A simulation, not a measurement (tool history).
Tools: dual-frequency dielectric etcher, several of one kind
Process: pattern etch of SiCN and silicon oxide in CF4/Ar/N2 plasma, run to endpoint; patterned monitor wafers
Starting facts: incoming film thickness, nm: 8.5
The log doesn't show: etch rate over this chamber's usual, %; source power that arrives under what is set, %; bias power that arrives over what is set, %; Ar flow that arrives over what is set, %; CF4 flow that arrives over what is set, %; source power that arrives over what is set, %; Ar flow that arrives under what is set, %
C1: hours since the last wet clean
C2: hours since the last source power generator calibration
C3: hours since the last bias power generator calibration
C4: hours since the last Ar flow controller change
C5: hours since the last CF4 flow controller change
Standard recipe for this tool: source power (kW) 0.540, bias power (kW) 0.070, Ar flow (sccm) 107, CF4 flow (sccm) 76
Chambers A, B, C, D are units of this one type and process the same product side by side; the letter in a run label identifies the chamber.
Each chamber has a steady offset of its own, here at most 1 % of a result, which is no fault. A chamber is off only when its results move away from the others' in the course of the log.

-- hour=4.2 chamber B: source power generator calibrated
run 1A hour=6.4 | source_power_(kW)=0.540 bias_power_(kW)=0.070 Ar_flow_(sccm)=107 CF4_flow_(sccm)=76 | C1=26.1 C2=1391.0 C3=2116.4 C4=985.9 C5=1443.6 | endpoint_time_(s)=8.4857
run 2D hour=9.8 | source_power_(kW)=0.540 bias_power_(kW)=0.070 Ar_flow_(sccm)=107 CF4_flow_(sccm)=76 | C1=449.7 C2=65.0 C3=1479.5 C4=1950.5 C5=2794.1 | endpoint_time_(s)=8.4610
run 3C hour=17.4 | source_power_(kW)=0.540 bias_power_(kW)=0.070 Ar_flow_(sccm)=107 CF4_flow_(sccm)=76 | C1=548.0 C2=1957.0 C3=2032.9 C4=2688.6 C5=514.2 | endpoint_time_(s)=8.3681
run 4B hour=25.0 | source_power_(kW)=0.540 bias_power_(kW)=0.070 Ar_flow_(sccm)=107 CF4_flow_(sccm)=76 | C1=101.4 C2=20.8 C3=1409.0 C4=830.4 C5=4641.0 | endpoint_time_(s)=8.5552
run 5A hour=30.1 | source_power_(kW)=0.460 bias_power_(kW)=0.070 Ar_flow_(sccm)=119 CF4_flow_(sccm)=76 | C1=49.8 C2=1414.7 C3=2140.1 C4=1009.6 C5=1467.3 | endpoint_time_(s)=10.0140
run 6C hour=36.6 | source_power_(kW)=0.460 bias_power_(kW)=0.070 Ar_flow_(sccm)=119 CF4_flow_(sccm)=76 | C1=567.2 C2=1976.2 C3=2052.1 C4=2707.8 C5=533.4 | endpoint_time_(s)=9.7834
run 7D hour=40.4 | source_power_(kW)=0.460 bias_power_(kW)=0.070 Ar_flow_(sccm)=119 CF4_flow_(sccm)=76 | C1=480.3 C2=95.6 C3=1510.1 C4=1981.1 C5=2824.7 | endpoint_time_(s)=9.8267
run 8B hour=46.7 | source_power_(kW)=0.460 bias_power_(kW)=0.070 Ar_flow_(sccm)=119 CF4_flow_(sccm)=76 | C1=123.1 C2=42.5 C3=1430.7 C4=852.1 C5=4662.7 | endpoint_time_(s)=9.8571
run 9D hour=53.3 | source_power_(kW)=0.540 bias_power_(kW)=0.084 Ar_flow_(sccm)=107 CF4_flow_(sccm)=76 | C1=493.2 C2=108.5 C3=1523.0 C4=1994.0 C5=2837.6 | endpoint_time_(s)=7.9832
run 10C hour=57.2 | source_power_(kW)=0.540 bias_power_(kW)=0.084 Ar_flow_(sccm)=107 CF4_flow_(sccm)=76 | C1=587.8 C2=1996.8 C3=2072.7 C4=2728.4 C5=554.0 | endpoint_time_(s)=7.8732
run 11A hour=63.8 | source_power_(kW)=0.540 bias_power_(kW)=0.084 Ar_flow_(sccm)=107 CF4_flow_(sccm)=76 | C1=83.5 C2=1448.4 C3=2173.8 C4=1043.3 C5=1501.0 | endpoint_time_(s)=7.9712
run 12B hour=71.1 | source_power_(kW)=0.540 bias_power_(kW)=0.084 Ar_flow_(sccm)=107 CF4_flow_(sccm)=76 | C1=147.5 C2=66.9 C3=1455.1 C4=876.5 C5=4687.1 | endpoint_time_(s)=7.9612
run 13D hour=76.1 | source_power_(kW)=0.540 bias_power_(kW)=0.070 Ar_flow_(sccm)=116 CF4_flow_(sccm)=89 | C1=516.0 C2=131.3 C3=1545.8 C4=2016.8 C5=2860.4 | endpoint_time_(s)=8.3786
run 14C hour=81.9 | source_power_(kW)=0.540 bias_power_(kW)=0.070 Ar_flow_(sccm)=116 CF4_flow_(sccm)=89 | C1=612.5 C2=2021.5 C3=2097.4 C4=2753.1 C5=578.7 | endpoint_time_(s)=8.2905
-- hour=82.1 chamber D: wet clean of the chamber
-- hour=84.5 chamber C: wet clean of the chamber
run 15A hour=88.9 | source_power_(kW)=0.540 bias_power_(kW)=0.070 Ar_flow_(sccm)=116 CF4_flow_(sccm)=89 | C1=108.6 C2=1473.5 C3=2198.9 C4=1068.4 C5=1526.1 | endpoint_time_(s)=8.3890
run 16B hour=94.9 | source_power_(kW)=0.540 bias_power_(kW)=0.070 Ar_flow_(sccm)=116 CF4_flow_(sccm)=89 | C1=171.3 C2=90.7 C3=1478.9 C4=900.3 C5=4710.9 | endpoint_time_(s)=8.4170
run 17A hour=101.9 | source_power_(kW)=0.540 bias_power_(kW)=0.061 Ar_flow_(sccm)=107 CF4_flow_(sccm)=76 | C1=121.6 C2=1486.5 C3=2211.9 C4=1081.4 C5=1539.1 | endpoint_time_(s)=8.8272
run 18D hour=107.5 | source_power_(kW)=0.540 bias_power_(kW)=0.061 Ar_flow_(sccm)=107 CF4_flow_(sccm)=76 | C1=25.5 C2=162.7 C3=1577.2 C4=2048.2 C5=2891.8 | endpoint_time_(s)=8.5266
-- hour=112.2 chamber C: source power generator calibrated
run 19C hour=113.6 | source_power_(kW)=0.540 bias_power_(kW)=0.061 Ar_flow_(sccm)=107 CF4_flow_(sccm)=76 | C1=29.1 C2=1.5 C3=2129.1 C4=2784.8 C5=610.4 | endpoint_time_(s)=8.7606
run 20B hour=117.1 | source_power_(kW)=0.540 bias_power_(kW)=0.061 Ar_flow_(sccm)=107 CF4_flow_(sccm)=76 | C1=193.5 C2=112.9 C3=1501.1 C4=922.5 C5=4733.1 | endpoint_time_(s)=8.8876
run 21C hour=123.7 | source_power_(kW)=0.540 bias_power_(kW)=0.070 Ar_flow_(sccm)=107 CF4_flow_(sccm)=76 | C1=39.2 C2=11.6 C3=2139.2 C4=2794.9 C5=620.5 | endpoint_time_(s)=8.3960
run 22A hour=127.6 | source_power_(kW)=0.540 bias_power_(kW)=0.070 Ar_flow_(sccm)=107 CF4_flow_(sccm)=76 | C1=147.3 C2=1512.2 C3=2237.6 C4=1107.1 C5=1564.8 | endpoint_time_(s)=8.5094
run 23B hour=135.0 | source_power_(kW)=0.540 bias_power_(kW)=0.070 Ar_flow_(sccm)=107 CF4_flow_(sccm)=76 | C1=211.4 C2=130.8 C3=1519.0 C4=940.4 C5=4751.0 | endpoint_time_(s)=8.5677
run 24D hour=140.2 | source_power_(kW)=0.540 bias_power_(kW)=0.070 Ar_flow_(sccm)=107 CF4_flow_(sccm)=76 | C1=58.2 C2=195.4 C3=1609.9 C4=2080.9 C5=2924.5 | endpoint_time_(s)=8.0762
run 25C hour=145.3 | source_power_(kW)=0.540 bias_power_(kW)=0.070 Ar_flow_(sccm)=107 CF4_flow_(sccm)=76 | C1=60.8 C2=33.2 C3=2160.8 C4=2816.5 C5=642.1 | endpoint_time_(s)=8.3496
run 26B hour=151.7 | source_power_(kW)=0.540 bias_power_(kW)=0.070 Ar_flow_(sccm)=107 CF4_flow_(sccm)=76 | C1=228.1 C2=147.5 C3=1535.7 C4=957.1 C5=4767.7 | endpoint_time_(s)=8.4869
run 27A hour=155.8 | source_power_(kW)=0.540 bias_power_(kW)=0.070 Ar_flow_(sccm)=107 CF4_flow_(sccm)=76 | C1=175.5 C2=1540.4 C3=2265.8 C4=1135.3 C5=1593.0 | endpoint_time_(s)=8.4925
run 28D hour=162.4 | source_power_(kW)=0.540 bias_power_(kW)=0.070 Ar_flow_(sccm)=107 CF4_flow_(sccm)=76 | C1=80.4 C2=217.6 C3=1632.1 C4=2103.1 C5=2946.7 | endpoint_time_(s)=8.0860
run 29B hour=168.6 | source_power_(kW)=0.540 bias_power_(kW)=0.070 Ar_flow_(sccm)=107 CF4_flow_(sccm)=85 | C1=245.0 C2=164.4 C3=1552.6 C4=974.0 C5=4784.6 | endpoint_time_(s)=8.3609
run 30D hour=173.6 | source_power_(kW)=0.540 bias_power_(kW)=0.070 Ar_flow_(sccm)=107 CF4_flow_(sccm)=85 | C1=91.6 C2=228.8 C3=1643.3 C4=2114.3 C5=2957.9 | endpoint_time_(s)=8.0214
run 31A hour=177.2 | source_power_(kW)=0.540 bias_power_(kW)=0.070 Ar_flow_(sccm)=107 CF4_flow_(sccm)=85 | C1=196.9 C2=1561.8 C3=2287.2 C4=1156.7 C5=1614.4 | endpoint_time_(s)=8.3288
run 32C hour=184.0 | source_power_(kW)=0.540 bias_power_(kW)=0.070 Ar_flow_(sccm)=107 CF4_flow_(sccm)=85 | C1=99.5 C2=71.9 C3=2199.5 C4=2855.2 C5=680.8 | endpoint_time_(s)=8.2167
run 33D hour=187.5 | source_power_(kW)=0.540 bias_power_(kW)=0.070 Ar_flow_(sccm)=107 CF4_flow_(sccm)=76 | C1=105.5 C2=242.7 C3=1657.2 C4=2128.2 C5=2971.8 | endpoint_time_(s)=8.1621
run 34C hour=191.6 | source_power_(kW)=0.540 bias_power_(kW)=0.070 Ar_flow_(sccm)=107 CF4_flow_(sccm)=76 | C1=107.1 C2=79.5 C3=2207.1 C4=2862.8 C5=688.4 | endpoint_time_(s)=8.4171

All 4 chambers run these settings next. Forecast each chamber's results:
run 35A hour=197.2 | source_power_(kW)=0.540 bias_power_(kW)=0.070 Ar_flow_(sccm)=107 CF4_flow_(sccm)=76 | endpoint_time_(s)=?
run 35B hour=197.2 | source_power_(kW)=0.540 bias_power_(kW)=0.070 Ar_flow_(sccm)=107 CF4_flow_(sccm)=76 | endpoint_time_(s)=?
run 35C hour=197.2 | source_power_(kW)=0.540 bias_power_(kW)=0.070 Ar_flow_(sccm)=107 CF4_flow_(sccm)=76 | endpoint_time_(s)=?
run 35D hour=197.2 | source_power_(kW)=0.540 bias_power_(kW)=0.070 Ar_flow_(sccm)=107 CF4_flow_(sccm)=76 | endpoint_time_(s)=?

run=35A endpoint_time_(s)=8.4689
run=35B endpoint_time_(s)=8.4167
run=35C endpoint_time_(s)=8.4494
run=35D endpoint_time_(s)=8.1325

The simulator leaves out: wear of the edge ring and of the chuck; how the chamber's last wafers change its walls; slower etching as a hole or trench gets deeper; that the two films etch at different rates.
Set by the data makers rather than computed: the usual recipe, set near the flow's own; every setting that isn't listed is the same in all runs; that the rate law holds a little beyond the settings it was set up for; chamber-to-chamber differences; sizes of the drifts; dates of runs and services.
